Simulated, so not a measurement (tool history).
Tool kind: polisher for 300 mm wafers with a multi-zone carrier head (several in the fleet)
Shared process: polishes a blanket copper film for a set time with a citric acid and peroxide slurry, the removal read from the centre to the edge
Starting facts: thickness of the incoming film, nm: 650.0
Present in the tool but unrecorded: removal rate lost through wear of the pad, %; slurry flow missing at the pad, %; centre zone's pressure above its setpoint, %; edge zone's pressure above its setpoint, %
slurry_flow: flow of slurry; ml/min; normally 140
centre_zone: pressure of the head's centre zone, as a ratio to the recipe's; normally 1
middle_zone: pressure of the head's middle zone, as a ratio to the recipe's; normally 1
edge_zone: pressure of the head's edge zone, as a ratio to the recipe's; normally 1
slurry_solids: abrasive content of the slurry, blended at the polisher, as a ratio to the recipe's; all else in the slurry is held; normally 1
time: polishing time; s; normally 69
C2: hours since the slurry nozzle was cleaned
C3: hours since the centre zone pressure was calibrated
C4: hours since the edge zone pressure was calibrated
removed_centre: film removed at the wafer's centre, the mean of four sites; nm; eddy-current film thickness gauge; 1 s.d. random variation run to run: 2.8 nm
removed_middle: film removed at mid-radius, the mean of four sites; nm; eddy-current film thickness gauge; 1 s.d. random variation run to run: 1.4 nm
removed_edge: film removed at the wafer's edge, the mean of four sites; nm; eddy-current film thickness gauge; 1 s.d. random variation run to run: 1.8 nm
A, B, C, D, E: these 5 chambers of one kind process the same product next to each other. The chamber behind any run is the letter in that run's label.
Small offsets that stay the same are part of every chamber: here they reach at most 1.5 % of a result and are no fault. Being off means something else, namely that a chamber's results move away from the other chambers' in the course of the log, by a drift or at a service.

-- day=0.025 chamber E: centre zone pressure recalibrated
run 1D day=0.5 | slurry_flow=140 centre_zone=1 middle_zone=1 edge_zone=1 slurry_solids=1 time=69 | wafers_polished_on_this_pad=842 C2=109.3 C3=266.8 C4=940.6 | removed_centre=210.6 removed_middle=208.1 removed_edge=208.43
run 2E day=0.821 | slurry_flow=140 centre_zone=1 middle_zone=1 edge_zone=1 slurry_solids=1 time=69 | wafers_polished_on_this_pad=838 C2=123 C3=19.1 C4=962.1 | removed_centre=202.57 removed_middle=204.93 removed_edge=206.35
-- day=0.854 chamber C: worn pad replaced by a new one
-- day=0.912 chamber B: worn pad replaced by a new one
run 3C day=1.483 | slurry_flow=140 centre_zone=1 middle_zone=1 edge_zone=1 slurry_solids=1 time=69 | wafers_polished_on_this_pad=179 C2=286.1 C3=1313 C4=881.7 | removed_centre=214.42 removed_middle=210.34 removed_edge=208.24
-- day=1.783 chamber C: centre zone pressure recalibrated
-- day=1.917 chamber D: worn pad replaced by a new one
run 4B day=2.104 | slurry_flow=140 centre_zone=1 middle_zone=1 edge_zone=1 slurry_solids=1 time=69 | wafers_polished_on_this_pad=339 C2=92 C3=393.5 C4=308.1 | removed_centre=213.53 removed_middle=211.66 removed_edge=210.18
-- day=2.554 chamber E: worn pad replaced by a new one
run 5A day=2.629 | slurry_flow=140 centre_zone=1 middle_zone=1 edge_zone=1 slurry_solids=1 time=69 | wafers_polished_on_this_pad=767 C2=879.9 C3=504.1 C4=921.7 | removed_centre=208.57 removed_middle=209.01 removed_edge=208.94
-- day=3.025 chamber D: edge zone pressure recalibrated
run 6D day=3.312 | slurry_flow=140 centre_zone=1 middle_zone=1 edge_zone=1 slurry_solids=1 time=69 | wafers_polished_on_this_pad=397 C2=176.8 C3=334.3 C4=6.9 | removed_centre=218.98 removed_middle=207.78 removed_edge=213
-- day=3.608 chamber A: worn pad replaced by a new one
-- day=3.833 chamber A: slurry nozzle cleaned
run 7E day=3.967 | slurry_flow=140 centre_zone=1.09 middle_zone=1 edge_zone=1 slurry_solids=1 time=46 | wafers_polished_on_this_pad=401 C2=198.5 C3=94.6 C4=1037.6 | removed_centre=154.15 removed_middle=135.53 removed_edge=138.67
run 8A day=4.65 | slurry_flow=140 centre_zone=1.09 middle_zone=1 edge_zone=1 slurry_solids=1 time=46 | wafers_polished_on_this_pad=296 C2=19.6 C3=552.6 C4=970.2 | removed_centre=155.64 removed_middle=140.16 removed_edge=137.78
-- day=4.854 chamber E: slurry nozzle cleaned
run 9C day=5.121 | slurry_flow=140 centre_zone=1.09 middle_zone=1 edge_zone=1 slurry_solids=1 time=46 | wafers_polished_on_this_pad=1213 C2=373.4 C3=80.2 C4=969 | removed_centre=152.97 removed_middle=140.01 removed_edge=141.02
-- day=5.267 chamber B: worn pad replaced by a new one
-- day=5.267 chamber C: worn pad replaced by a new one
-- day=5.508 chamber D: worn pad replaced by a new one
run 10B day=5.692 | slurry_flow=140 centre_zone=1.09 middle_zone=1 edge_zone=1 slurry_solids=1 time=46 | wafers_polished_on_this_pad=120 C2=178.1 C3=479.6 C4=394.2 | removed_centre=159.01 removed_middle=140.32 removed_edge=142.63
run 11E day=6.275 | slurry_flow=140 centre_zone=1.09 middle_zone=1 edge_zone=1 slurry_solids=1 time=46 | wafers_polished_on_this_pad=1057 C2=34.2 C3=150 C4=1093 | removed_centre=154.1 removed_middle=135.82 removed_edge=136.76
run 12B day=6.871 | slurry_flow=140 centre_zone=1 middle_zone=1 edge_zone=1 slurry_solids=1 time=69 | wafers_polished_on_this_pad=456 C2=206.4 C3=507.9 C4=422.5 | removed_centre=215.87 removed_middle=207.46 removed_edge=210.13
run 13C day=7.379 | slurry_flow=140 centre_zone=1 middle_zone=1 edge_zone=1 slurry_solids=1 time=69 | wafers_polished_on_this_pad=600 C2=427.6 C3=134.4 C4=1023.2 | removed_centre=208.11 removed_middle=207.14 removed_edge=214.07
run 14D day=7.742 | slurry_flow=140 centre_zone=1 middle_zone=1 edge_zone=1 slurry_solids=1 time=69 | wafers_polished_on_this_pad=635 C2=283.1 C3=440.6 C4=113.2 | removed_centre=210.59 removed_middle=211.99 removed_edge=210.5
-- day=7.808 chamber E: worn pad replaced by a new one
-- day=8.046 chamber A: worn pad replaced by a new one
run 15A day=8.183 | slurry_flow=140 centre_zone=1 middle_zone=1 edge_zone=1 slurry_solids=1 time=69 | wafers_polished_on_this_pad=40 C2=104.4 C3=637.4 C4=1055 | removed_centre=212.98 removed_middle=210.54 removed_edge=209.91
-- day=8.392 chamber B: centre zone pressure recalibrated
run 16C day=8.492 | slurry_flow=140 centre_zone=1 middle_zone=1.07 edge_zone=1 slurry_solids=1 time=84 | wafers_polished_on_this_pad=916 C2=454.3 C3=161.1 C4=1049.9 | removed_centre=251.31 removed_middle=268.04 removed_edge=258.22
-- day=8.575 chamber C: edge zone pressure recalibrated
-- day=8.704 chamber B: slurry nozzle cleaned
-- day=8.708 chamber A: edge zone pressure recalibrated
-- day=9.138 chamber D: worn pad replaced by a new one
run 17B day=9.171 | slurry_flow=140 centre_zone=1 middle_zone=1.07 edge_zone=1 slurry_solids=1 time=84 | wafers_polished_on_this_pad=1109 C2=11.2 C3=18.8 C4=477.7 | removed_centre=286 removed_middle=273.56 removed_edge=254.29
-- day=9.654 chamber B: worn pad replaced by a new one
run 18D day=9.796 | slurry_flow=140 centre_zone=1 middle_zone=1.07 edge_zone=1 slurry_solids=1 time=84 | wafers_polished_on_this_pad=187 C2=332.4 C3=489.9 C4=162.5 | removed_centre=251.68 removed_middle=272.93 removed_edge=260.3
-- day=10.338 chamber C: worn pad replaced by a new one
run 19A day=10.429 | slurry_flow=140 centre_zone=1 middle_zone=1.07 edge_zone=1 slurry_solids=1 time=84 | wafers_polished_on_this_pad=678 C2=158.3 C3=691.3 C4=41.4 | removed_centre=255.39 removed_middle=273.69 removed_edge=255.8
run 20E day=11.125 | slurry_flow=140 centre_zone=1 middle_zone=1.07 edge_zone=1 slurry_solids=1 time=84 | wafers_polished_on_this_pad=943 C2=150.6 C3=266.4 C4=1209.4 | removed_centre=254.4 removed_middle=264.97 removed_edge=253.53
run 21A day=11.533 | slurry_flow=140 centre_zone=1 middle_zone=1 edge_zone=1 slurry_solids=1 time=69 | wafers_polished_on_this_pad=992 C2=184.8 C3=717.8 C4=67.9 | removed_centre=213.28 removed_middle=209.42 removed_edge=207.51
-- day=12.025 chamber E: worn pad replaced by a new one
-- day=12.108 chamber A: worn pad replaced by a new one
run 22E day=12.204 | slurry_flow=140 centre_zone=1 middle_zone=1 edge_zone=1 slurry_solids=1 time=69 | wafers_polished_on_this_pad=51 C2=176.5 C3=292.3 C4=1235.3 | removed_centre=211.52 removed_middle=204.55 removed_edge=206.14
run 23D day=12.862 | slurry_flow=190 centre_zone=1 middle_zone=1 edge_zone=1 slurry_solids=1.25 time=69 | wafers_polished_on_this_pad=1059 C2=406 C3=563.5 C4=236.1 | removed_centre=231.25 removed_middle=230.61 removed_edge=227.35
run 24C day=13.45 | slurry_flow=190 centre_zone=1 middle_zone=1 edge_zone=1 slurry_solids=1.25 time=69 | wafers_polished_on_this_pad=885 C2=573.3 C3=280.1 C4=117.1 | removed_centre=232.48 removed_middle=232.7 removed_edge=234.23
-- day=13.754 chamber D: worn pad replaced by a new one
-- day=14.033 chamber E: edge zone pressure recalibrated
run 25B day=14.062 | slurry_flow=190 centre_zone=1 middle_zone=1 edge_zone=1 slurry_solids=1.25 time=69 | wafers_polished_on_this_pad=1252 C2=128.6 C3=136.2 C4=595.1 | removed_centre=267.96 removed_middle=231.89 removed_edge=230.72
run 26A day=14.717 | slurry_flow=190 centre_zone=1 middle_zone=1 edge_zone=1 slurry_solids=1.25 time=69 | wafers_polished_on_this_pad=741 C2=261.2 C3=794.2 C4=144.3 | removed_centre=233.1 removed_middle=232.67 removed_edge=229.23
-- day=14.954 chamber C: worn pad replaced by a new one
run 27B day=15.096 | slurry_flow=190 centre_zone=1 middle_zone=1 edge_zone=1 slurry_solids=1.25 time=69 | wafers_polished_on_this_pad=1546 C2=153.4 C3=161 C4=619.9 | removed_centre=265.75 removed_middle=235.84 removed_edge=227.34
-- day=15.262 chamber B: worn pad replaced by a new one
run 28D day=15.558 | slurry_flow=185 centre_zone=1 middle_zone=1 edge_zone=1 slurry_solids=0.75 time=69 | wafers_polished_on_this_pad=513 C2=470.7 C3=628.2 C4=300.8 | removed_centre=205.48 removed_middle=209.58 removed_edge=205.6
run 29E day=15.921 | slurry_flow=185 centre_zone=1 middle_zone=1 edge_zone=1 slurry_solids=0.75 time=69 | wafers_polished_on_this_pad=1107 C2=265.7 C3=381.5 C4=45.3 | removed_centre=206.91 removed_middle=203.12 removed_edge=201
-- day=16.142 chamber A: worn pad replaced by a new one
-- day=16.379 chamber E: worn pad replaced by a new one
-- day=16.429 chamber E: slurry nozzle cleaned
run 30C day=16.525 | slurry_flow=185 centre_zone=1 middle_zone=1 edge_zone=1 slurry_solids=0.75 time=69 | wafers_polished_on_this_pad=447 C2=647.1 C3=353.9 C4=190.9 | removed_centre=210.54 removed_middle=206.23 removed_edge=206.1
run 31D day=16.854 | slurry_flow=185 centre_zone=1 middle_zone=1 edge_zone=1 slurry_solids=0.75 time=69 | wafers_polished_on_this_pad=881 C2=501.8 C3=659.3 C4=331.9 | removed_centre=210.49 removed_middle=205.43 removed_edge=207.16
run 32C day=17.383 | slurry_flow=185 centre_zone=1 middle_zone=1 edge_zone=1 slurry_solids=0.75 time=69 | wafers_polished_on_this_pad=691 C2=667.7 C3=374.5 C4=211.5 | removed_centre=215.69 removed_middle=206.56 removed_edge=206.96
-- day=17.446 chamber D: worn pad replaced by a new one
-- day=17.471 chamber A: centre zone pressure recalibrated
run 33E day=17.842 | slurry_flow=140 centre_zone=1 middle_zone=1 edge_zone=1 slurry_solids=1 time=69 | wafers_polished_on_this_pad=415 C2=33.9 C3=427.6 C4=91.4 | removed_centre=202.83 removed_middle=205.21 removed_edge=207.87
-- day=18.421 chamber D: slurry nozzle cleaned
run 34B day=18.458 | slurry_flow=140 centre_zone=1 middle_zone=1 edge_zone=1 slurry_solids=1 time=69 | wafers_polished_on_this_pad=908 C2=234.1 C3=241.7 C4=700.6 | removed_centre=242.02 removed_middle=211.83 removed_edge=208.62
run 35A day=18.842 | slurry_flow=140 centre_zone=1 middle_zone=1 edge_zone=1 slurry_solids=1 time=69 | wafers_polished_on_this_pad=767 C2=360.2 C3=32.9 C4=243.3 | removed_centre=208.72 removed_middle=209.62 removed_edge=207.27
run 36C day=19.442 | slurry_flow=140 centre_zone=1 middle_zone=1 edge_zone=1 slurry_solids=1 time=69 | wafers_polished_on_this_pad=1276 C2=717.1 C3=423.9 C4=260.9 | removed_centre=212.43 removed_middle=209.22 removed_edge=210.7
run 37D day=20.071 | slurry_flow=140 centre_zone=1 middle_zone=1 edge_zone=1 slurry_solids=1 time=69 | wafers_polished_on_this_pad=746 C2=39.6 C3=736.5 C4=409.1 | removed_centre=212.89 removed_middle=211.59 removed_edge=211.67

Is one chamber out of step, is the gauge drifting, or do the chambers differ by no more than their own small offsets? For an off chamber, give its letter and the likeliest cause.

The work done on chamber B during a service left it standing apart from the others.
Cause: centre zone's pressure above its setpoint, % = 10.3.

Chamber B could run next with any of the 4 candidate recipes listed below; each alters the usual settings, and their results appear as question marks. Which one brings its results back in line with what the other chambers deliver on the usual settings?
To be in line, a result may differ from the other chambers' mean on the usual settings by at most: removed_centre 9.9 nm; removed_middle 4.9 nm; removed_edge 6.1 nm
run 38B-1 day=20.571 | slurry_flow=130 centre_zone=0.91 middle_zone=1.02 edge_zone=1.03 slurry_solids=1 time=68 | removed_centre=? removed_middle=? removed_edge=?
run 38B-2 day=20.571 | slurry_flow=150 centre_zone=1.09 middle_zone=0.98 edge_zone=0.97 slurry_solids=1 time=70 | removed_centre=? removed_middle=? removed_edge=?
run 38B-3 day=20.571 | slurry_flow=125 centre_zone=0.83 middle_zone=1.04 edge_zone=1.07 slurry_solids=1 time=67 | removed_centre=? removed_middle=? removed_edge=?
run 38B-4 day=20.571 | slurry_flow=165 centre_zone=1.17 middle_zone=0.95 edge_zone=0.9 slurry_solids=1 time=72 | removed_centre=? removed_middle=? removed_edge=?

Other chambers, usual settings, mean: removed_centre 209.76 nm; removed_middle 208.28 nm; removed_edge 209.65 nm
run=38B-1 removed_centre=207.87 removed_middle=207.78 removed_edge=207.19
run=38B-2 removed_centre=269 removed_middle=212.17 removed_edge=211.27
run=38B-3 removed_centre=183.31 removed_middle=206.66 removed_edge=206.95
run=38B-4 removed_centre=304.41 removed_middle=215.8 removed_edge=212.05
38B-1 brings the chamber back in line.
